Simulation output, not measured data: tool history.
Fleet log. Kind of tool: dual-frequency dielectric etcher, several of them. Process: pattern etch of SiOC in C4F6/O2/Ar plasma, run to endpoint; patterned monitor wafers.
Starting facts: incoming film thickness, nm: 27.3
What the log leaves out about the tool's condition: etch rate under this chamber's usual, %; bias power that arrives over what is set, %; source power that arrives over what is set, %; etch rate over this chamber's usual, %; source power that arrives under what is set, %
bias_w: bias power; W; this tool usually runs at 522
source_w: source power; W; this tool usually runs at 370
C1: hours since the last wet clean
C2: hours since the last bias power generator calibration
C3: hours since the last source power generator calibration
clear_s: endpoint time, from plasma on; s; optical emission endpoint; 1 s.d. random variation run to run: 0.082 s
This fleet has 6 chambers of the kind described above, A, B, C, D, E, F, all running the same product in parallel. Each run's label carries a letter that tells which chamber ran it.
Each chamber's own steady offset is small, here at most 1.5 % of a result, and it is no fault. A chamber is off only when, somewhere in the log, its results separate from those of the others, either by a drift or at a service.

At day 0.092: chamber D: source power generator calibrated.
Run 1F, day 0.296: usual settings; C1 360.9; C2 163.1; C3 2724.1. Result: clear_s 9.1013 s.
Run 2A, day 0.567: usual settings; C1 323.5; C2 632.5; C3 2458.8. Result: clear_s 9.3575 s.
Run 3E, day 0.817: usual settings; C1 203.7; C2 1391.3; C3 450.4. Result: clear_s 9.3029 s.
At day 0.867: chamber B: wet clean of the chamber.
Run 4C, day 1.221: usual settings; C1 421.4; C2 693.9; C3 3715.5. Result: clear_s 9.3675 s.
Run 5D, day 1.629: usual settings; C1 153.3; C2 960.7; C3 36.9. Result: clear_s 9.1235 s.
Run 6B, day 2.075: usual settings; C1 29.1; C2 2017.1; C3 2242.2. Result: clear_s 9.2238 s.
Run 7A, day 2.433: usual settings; C1 368.3; C2 677.3; C3 2503.6. Result: clear_s 9.2304 s.
Run 8C, day 2.888: usual settings; C1 461.4; C2 733.9; C3 3755.5. Result: clear_s 9.3800 s.
Run 9F, day 3.333: usual settings; C1 433.8; C2 236.0; C3 2797.0. Result: clear_s 9.1354 s.
Run 10B, day 3.729: usual settings but bias_w 620 W, source_w 340 W; C1 68.8; C2 2056.8; C3 2281.9. Result: clear_s 9.1231 s.
At day 3.829: chamber F: wet clean of the chamber.
Run 11D, day 4.025: usual settings but bias_w 620 W, source_w 340 W; C1 210.8; C2 1018.2; C3 94.4. Result: clear_s 8.9338 s.
Run 12E, day 4.329: usual settings but bias_w 620 W, source_w 340 W; C1 288.0; C2 1475.6; C3 534.7. Result: clear_s 8.9528 s.
Run 13C, day 4.588: usual settings but bias_w 620 W, source_w 340 W; C1 502.2; C2 774.7; C3 3796.3. Result: clear_s 8.9449 s.
Run 14D, day 5.042: usual settings but bias_w 620 W, source_w 340 W; C1 235.2; C2 1042.6; C3 118.8. Result: clear_s 8.8861 s.
Run 15F, day 5.479: usual settings but bias_w 620 W, source_w 340 W; C1 39.7; C2 287.5; C3 2848.5. Result: clear_s 9.0326 s.
Run 16B, day 5.854: usual settings; C1 119.8; C2 2107.8; C3 2332.9. Result: clear_s 9.2036 s.
At day 6.050: chamber C: wet clean of the chamber.
Run 17E, day 6.275: usual settings; C1 334.7; C2 1522.3; C3 581.4. Result: clear_s 9.4173 s.
Run 18A, day 6.683: usual settings but bias_w 595 W; C1 470.3; C2 779.3; C3 2605.6. Result: clear_s 8.9839 s.
Run 19E, day 6.971: usual settings but bias_w 595 W; C1 351.4; C2 1539.0; C3 598.1. Result: clear_s 8.8215 s.
Run 20D, day 7.371: usual settings but bias_w 595 W; C1 291.1; C2 1098.5; C3 174.7. Result: clear_s 8.7610 s.
Run 21F, day 7.588: usual settings but bias_w 595 W; C1 90.3; C2 338.1; C3 2899.1. Result: clear_s 8.8355 s.
Run 22A, day 7.842: usual settings but bias_w 595 W; C1 498.1; C2 807.1; C3 2633.4. Result: clear_s 8.8377 s.
Run 23C, day 8.288: usual settings but bias_w 595 W; C1 53.8; C2 863.5; C3 3885.1. Result: clear_s 8.8171 s.
Run 24B, day 8.708: usual settings; C1 188.3; C2 2176.3; C3 2401.4. Result: clear_s 9.1750 s.
Run 25C, day 9.188: usual settings; C1 75.4; C2 885.1; C3 3906.7. Result: clear_s 9.2941 s.
At day 9.288: chamber A: wet clean of the chamber.
Run 26E, day 9.421: usual settings; C1 410.2; C2 1597.8; C3 656.9. Result: clear_s 9.3499 s.
Run 27D, day 9.683: usual settings but bias_w 482 W, source_w 420 W; C1 346.6; C2 1154.0; C3 230.2. Result: clear_s 9.0559 s.
Run 28A, day 10.083: usual settings but bias_w 482 W, source_w 420 W; C1 19.1; C2 860.9; C3 2687.2. Result: clear_s 9.1730 s.
Run 29F, day 10.325: usual settings but bias_w 482 W, source_w 420 W; C1 156.0; C2 403.8; C3 2964.8. Result: clear_s 9.0691 s.
Run 30B, day 10.775: usual settings but bias_w 482 W, source_w 420 W; C1 237.9; C2 2225.9; C3 2451.0. Result: clear_s 9.0913 s.
Run 31C, day 11.079: usual settings but bias_w 482 W, source_w 420 W; C1 120.8; C2 930.5; C3 3952.1. Result: clear_s 9.1598 s.
Run 32B, day 11.496: usual settings but bias_w 482 W, source_w 420 W; C1 255.2; C2 2243.2; C3 2468.3. Result: clear_s 9.2206 s.
Run 33E, day 11.738: usual settings; C1 465.8; C2 1653.4; C3 712.5. Result: clear_s 9.3047 s.
Run 34A, day 12.058: usual settings; C1 66.5; C2 908.3; C3 2734.6. Result: clear_s 9.4338 s.
At day 12.279: chamber E: wet clean of the chamber.
Run 35F, day 12.525: usual settings; C1 208.8; C2 456.6; C3 3017.6. Result: clear_s 9.2233 s.
At day 12.846: chamber B: source power generator calibrated.
Run 36D, day 12.875: usual settings; C1 423.2; C2 1230.6; C3 306.8. Result: clear_s 9.3525 s.
Run 37E, day 13.138: usual settings; C1 20.6; C2 1687.0; C3 746.1. Result: clear_s 9.3357 s.
Run 38C, day 13.475: usual settings; C1 178.3; C2 988.0; C3 4009.6. Result: clear_s 9.2587 s.
Run 39D, day 13.871: usual settings; C1 447.1; C2 1254.5; C3 330.7. Result: clear_s 9.2553 s.
Run 40B, day 14.083: usual settings; C1 317.3; C2 2305.3; C3 29.7. Result: clear_s 9.2657 s.

Read the log: is a single chamber off, either drifting away or since a service, is the gauge that measures every chamber drifting, or is nothing wrong beyond small per-chamber offsets? Name any odd chamber and what most likely caused it.

No chamber is off and the gauge is stable; the differences are just each chamber's small, constant offset.
